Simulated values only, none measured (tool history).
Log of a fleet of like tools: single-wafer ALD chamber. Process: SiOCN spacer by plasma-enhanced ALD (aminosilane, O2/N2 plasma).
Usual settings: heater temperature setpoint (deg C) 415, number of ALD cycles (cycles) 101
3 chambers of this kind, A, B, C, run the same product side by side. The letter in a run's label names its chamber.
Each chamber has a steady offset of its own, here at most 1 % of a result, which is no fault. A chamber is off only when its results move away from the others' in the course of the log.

run	hour	heater temperature setpoint (deg C)	number of ALD cycles (cycles)	read-back reference wafer on the same gauge, thickness_nm	mean film thickness on the monitor wafer (nm)
1C	3.9	415	101	6.0011	5.7956
2B	10.3	415	101	5.9976	5.8171
3A	17.1	415	101	5.9961	5.8257
4C	22.9	415	101	5.9961	5.7749
5A	29.0	415	101	5.9926	5.8191
6B	34.6	415	101	5.9928	5.8143
7A	40.1	415	101	5.9938	5.8385
8B	47.0	408	101	5.9950	5.9316
9C	53.8	408	101	5.9893	5.8836
10B	60.0	408	101	5.9914	5.9319
11C	67.2	415	101	5.9882	5.7716
12A	74.2	415	101	5.9856	5.8271
13A	77.6	415	101	5.9858	5.8209
14B	83.3	415	101	5.9872	5.8151
15C	86.9	415	101	5.9843	5.7530
16B	91.6	415	101	5.9831	5.8109
17C	98.1	415	101	5.9831	5.7597
18A	101.6	415	101	5.9829	5.8228
19C	105.3	415	101	5.9832	5.7608
20B	110.6	415	101	5.9816	5.8028
21A	115.2	415	101	5.9773	5.7956
22C	118.6	415	101	5.9783	5.7484
23B	124.6	415	101	5.9780	5.8008
24A	130.2	415	101	5.9788	5.8164
25A	135.4	415	101	5.9766	5.8043
26C	139.3	415	101	5.9764	5.7418
27B	144.2	415	101	5.9784	5.7929
28A	151.1	415	101	5.9715	5.8106
29C	154.4	402	93	5.9732	5.5037
30B	158.0	402	93	5.9717	5.5520
31A	164.9	402	93	5.9742	5.5633
32C	171.8	415	101	5.9737	5.7526
33B	177.1	415	101	5.9682	5.7819
34A	183.9	415	101	5.9669	5.8015
35C	187.8	415	101	5.9670	5.7292
36B	191.6	415	101	5.9668	5.7807
37C	199.0	402	93	5.9656	5.4902
38B	203.1	402	93	5.9656	5.5303
39A	208.8	402	93	5.9646	5.5575
40C	214.7	415	101	5.9625	5.7199
41A	219.5	415	101	5.9619	5.7964
42B	225.5	415	101	5.9592	5.7675
43A	229.5	415	101	5.9576	5.7860

Next, every chamber runs the same settings. What will each give?
44A	234.7	405	101		?
44B	234.7	405	101		?
44C	234.7	405	101		?

run	mean film thickness on the monitor wafer (nm)
44A	5.9775
44B	5.9568
44C	5.9039
